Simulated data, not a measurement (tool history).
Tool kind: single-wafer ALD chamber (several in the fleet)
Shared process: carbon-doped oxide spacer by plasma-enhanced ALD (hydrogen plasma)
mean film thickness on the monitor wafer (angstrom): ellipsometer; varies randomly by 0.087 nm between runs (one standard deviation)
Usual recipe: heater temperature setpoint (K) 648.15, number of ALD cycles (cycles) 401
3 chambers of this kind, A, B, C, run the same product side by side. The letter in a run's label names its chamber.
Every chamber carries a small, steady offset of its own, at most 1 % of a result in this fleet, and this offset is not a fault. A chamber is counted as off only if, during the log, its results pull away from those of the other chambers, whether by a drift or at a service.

run,hour,heater temperature setpoint (K),number of ALD cycles (cycles),hours since the last thermocouple change,"read-back reference wafer on the same gauge, thickness_nm",mean film thickness on the monitor wafer (angstrom)
1C,2.3,648.15,401,797.4,19.813,200.34
2B,6.8,648.15,401,2042.6,19.805,201.35
3A,9.3,648.15,401,1167.9,19.823,202.47
4A,14.2,648.15,401,1172.8,19.779,202.62
5C,18.9,648.15,401,814,19.785,202.36
6B,23.1,648.15,401,2058.9,19.819,201.65
7A,26.9,648.15,401,1185.5,19.797,203.09
8B,31.5,648.15,427,2067.3,19.809,213.6
9C,33.9,648.15,427,829,19.795,213.82
10C,37.1,648.15,427,832.2,19.817,213.51
11A,41.8,648.15,401,1200.4,19.765,201.87
12B,44.2,648.15,401,2080,19.785,201.43
13B,46.7,648.15,401,2082.5,19.789,200.17
14A,50.1,648.15,401,1208.7,19.812,202.43
15C,54.3,648.15,401,849.4,19.781,201.55
16C,58.1,648.15,401,853.2,19.772,201.72
17A,61.6,636.15,356,1220.2,19.788,180.76
18B,64.5,636.15,356,2100.3,19.811,180.04
19C,67.3,636.15,356,862.4,19.829,179.95
20A,71.5,648.15,401,1230.1,19.8,203.99
21B,74,648.15,401,2109.8,19.816,201.03
22C,78.6,659.15,465,873.7,19.798,234.86
23A,83.3,659.15,465,1241.9,19.795,233.92
24B,86.2,659.15,465,2122,19.821,233.11
25B,88.8,648.15,401,2124.6,19.816,201.1
26A,93.8,648.15,401,1252.4,19.821,201.91
27C,95.9,648.15,401,891,19.785,200.49
28A,99.5,648.15,401,1258.1,19.787,203.36
29C,103.5,648.15,401,898.6,19.803,202.5
30B,107.4,648.15,401,2143.2,19.814,200.22
31A,111.9,657.15,350,1270.5,19.77,177.38
32B,115.4,657.15,350,2151.2,19.801,176.88
33C,119.8,657.15,350,914.9,19.815,176.26
34A,123.2,648.15,401,1281.8,19.773,201.74
35B,127,655.15,334,2162.8,19.804,168.83
36C,129.4,655.15,334,924.5,19.818,168.38

One chamber off, gauge drift, or nothing amiss beyond the chambers' own small offsets? If it is a chamber, which one, and what is the likeliest cause?

The fleet is healthy, with each chamber sitting at its usual small offset and no drift in the gauge.

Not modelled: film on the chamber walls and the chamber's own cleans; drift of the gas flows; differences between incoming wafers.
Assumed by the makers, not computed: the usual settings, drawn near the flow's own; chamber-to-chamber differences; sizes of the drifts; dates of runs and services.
